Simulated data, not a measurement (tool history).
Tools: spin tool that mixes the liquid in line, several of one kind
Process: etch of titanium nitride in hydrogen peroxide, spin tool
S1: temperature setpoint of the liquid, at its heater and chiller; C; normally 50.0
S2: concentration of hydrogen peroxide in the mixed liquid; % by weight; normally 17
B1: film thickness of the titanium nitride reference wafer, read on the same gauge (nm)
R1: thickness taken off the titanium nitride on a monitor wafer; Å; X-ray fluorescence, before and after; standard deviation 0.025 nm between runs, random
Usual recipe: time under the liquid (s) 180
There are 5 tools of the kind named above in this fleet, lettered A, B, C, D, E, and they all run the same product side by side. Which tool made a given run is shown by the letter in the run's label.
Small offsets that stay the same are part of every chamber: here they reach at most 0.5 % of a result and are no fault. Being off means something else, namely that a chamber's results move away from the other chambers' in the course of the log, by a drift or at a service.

{"run": "1C", "hour": 3.4, "S1": 50.0, "S2": 17, "time under the liquid (s)": 180, "B1": 50.042, "R1": 49.957}
{"hour": 8.5, "done": "chamber D: new drum of peroxide connected"}
{"run": "2A", "hour": 9.1, "S1": 50.0, "S2": 17, "time under the liquid (s)": 180, "B1": 50.01, "R1": 50.496}
{"run": "3E", "hour": 14.2, "S1": 50.0, "S2": 17, "time under the liquid (s)": 180, "B1": 49.985, "R1": 50.397}
{"run": "4D", "hour": 20.2, "S1": 50.0, "S2": 17, "time under the liquid (s)": 180, "B1": 50.02, "R1": 50.021}
{"run": "5B", "hour": 23.7, "S1": 59.0, "S2": 17, "time under the liquid (s)": 110, "B1": 50.005, "R1": 57.111}
{"run": "6C", "hour": 27.0, "S1": 59.0, "S2": 17, "time under the liquid (s)": 110, "B1": 49.965, "R1": 58.069}
{"run": "7E", "hour": 31.5, "S1": 59.0, "S2": 17, "time under the liquid (s)": 110, "B1": 50.01, "R1": 58.389}
{"run": "8A", "hour": 37.2, "S1": 59.0, "S2": 17, "time under the liquid (s)": 110, "B1": 49.99, "R1": 57.822}
{"run": "9D", "hour": 41.9, "S1": 59.0, "S2": 17, "time under the liquid (s)": 110, "B1": 49.961, "R1": 57.552}
{"run": "10B", "hour": 46.6, "S1": 50.0, "S2": 17, "time under the liquid (s)": 180, "B1": 49.962, "R1": 50.127}
{"run": "11B", "hour": 52.6, "S1": 50.0, "S2": 17, "time under the liquid (s)": 180, "B1": 49.981, "R1": 49.857}
{"hour": 54.8, "done": "chamber B: peroxide flow meter replaced"}
{"run": "12D", "hour": 57.4, "S1": 50.0, "S2": 17, "time under the liquid (s)": 180, "B1": 49.975, "R1": 51.07}
{"run": "13E", "hour": 62.3, "S1": 50.0, "S2": 17, "time under the liquid (s)": 180, "B1": 50.004, "R1": 50.176}
{"run": "14C", "hour": 67.2, "S1": 50.0, "S2": 17, "time under the liquid (s)": 180, "B1": 49.994, "R1": 50.131}
{"run": "15A", "hour": 70.7, "S1": 50.0, "S2": 17, "time under the liquid (s)": 180, "B1": 49.985, "R1": 50.292}
{"run": "16A", "hour": 75.6, "S1": 50.0, "S2": 17, "time under the liquid (s)": 180, "B1": 50.035, "R1": 50.441}
{"run": "17D", "hour": 81.5, "S1": 50.0, "S2": 17, "time under the liquid (s)": 180, "B1": 49.989, "R1": 51.548}
{"run": "18C", "hour": 86.1, "S1": 46.5, "S2": 17, "time under the liquid (s)": 180, "B1": 50.012, "R1": 38.637}
{"run": "19B", "hour": 92.3, "S1": 46.5, "S2": 17, "time under the liquid (s)": 180, "B1": 50.027, "R1": 38.497}
{"hour": 94.3, "done": "chamber C: heated supply line repaired"}
{"run": "20E", "hour": 97.9, "S1": 46.5, "S2": 17, "time under the liquid (s)": 180, "B1": 50.005, "R1": 39.044}
{"hour": 102.5, "done": "chamber B: new drum of peroxide connected"}
{"run": "21E", "hour": 104.3, "S1": 46.5, "S2": 17, "time under the liquid (s)": 180, "B1": 49.959, "R1": 38.712}
{"hour": 107.3, "done": "chamber A: new drum of peroxide connected"}
{"run": "22B", "hour": 107.4, "S1": 46.5, "S2": 17, "time under the liquid (s)": 180, "B1": 50.009, "R1": 38.874}
{"run": "23D", "hour": 113.0, "S1": 50.0, "S2": 17, "time under the liquid (s)": 180, "B1": 50.009, "R1": 51.641}
{"run": "24A", "hour": 118.5, "S1": 50.0, "S2": 17, "time under the liquid (s)": 180, "B1": 49.99, "R1": 50.268}
{"run": "25C", "hour": 122.2, "S1": 50.0, "S2": 17, "time under the liquid (s)": 180, "B1": 49.938, "R1": 50.414}
{"run": "26C", "hour": 125.9, "S1": 50.0, "S2": 17, "time under the liquid (s)": 180, "B1": 50.012, "R1": 50.218}
{"run": "27E", "hour": 129.1, "S1": 50.0, "S2": 17, "time under the liquid (s)": 180, "B1": 49.977, "R1": 50.88}
{"run": "28B", "hour": 135.9, "S1": 40.5, "S2": 17, "time under the liquid (s)": 220, "B1": 49.952, "R1": 30.218}
{"run": "29A", "hour": 141.4, "S1": 40.5, "S2": 17, "time under the liquid (s)": 220, "B1": 49.981, "R1": 30.236}
{"run": "30D", "hour": 145.9, "S1": 40.5, "S2": 17, "time under the liquid (s)": 220, "B1": 50.042, "R1": 32.013}
{"hour": 150.9, "done": "chamber C: thermometer replaced"}
{"run": "31C", "hour": 151.1, "S1": 40.5, "S2": 17, "time under the liquid (s)": 220, "B1": 49.971, "R1": 30.107}
{"run": "32A", "hour": 157.1, "S1": 40.5, "S2": 17, "time under the liquid (s)": 220, "B1": 49.987, "R1": 30.681}
{"run": "33D", "hour": 162.2, "S1": 50.0, "S2": 17, "time under the liquid (s)": 180, "B1": 49.964, "R1": 52.901}
{"run": "34B", "hour": 168.1, "S1": 50.0, "S2": 17, "time under the liquid (s)": 180, "B1": 49.962, "R1": 49.458}
{"run": "35E", "hour": 173.3, "S1": 50.0, "S2": 17, "time under the liquid (s)": 180, "B1": 50.014, "R1": 50.33}
{"run": "36C", "hour": 179.6, "S1": 50.0, "S2": 17, "time under the liquid (s)": 180, "B1": 49.952, "R1": 50.537}
{"run": "37D", "hour": 183.1, "S1": 50.0, "S2": 17, "time under the liquid (s)": 180, "B1": 50.0, "R1": 53.195}
{"run": "38B", "hour": 186.3, "S1": 50.0, "S2": 17, "time under the liquid (s)": 180, "B1": 49.972, "R1": 50.156}
{"run": "39A", "hour": 189.6, "S1": 44.0, "S2": 17, "time under the liquid (s)": 180, "B1": 50.011, "R1": 32.817}

Predict what each chamber gives when all 5 of them run the settings below next.
{"run": "40A", "hour": 194.6, "S1": 50.0, "S2": 17, "time under the liquid (s)": 180, "R1": "?"}
{"run": "40B", "hour": 194.6, "S1": 50.0, "S2": 17, "time under the liquid (s)": 180, "R1": "?"}
{"run": "40C", "hour": 194.6, "S1": 50.0, "S2": 17, "time under the liquid (s)": 180, "R1": "?"}
{"run": "40D", "hour": 194.6, "S1": 50.0, "S2": 17, "time under the liquid (s)": 180, "R1": "?"}
{"run": "40E", "hour": 194.6, "S1": 50.0, "S2": 17, "time under the liquid (s)": 180, "R1": "?"}

run=40A R1=50.447
run=40B R1=49.532
run=40C R1=50.217
run=40D R1=52.962
run=40E R1=50.289
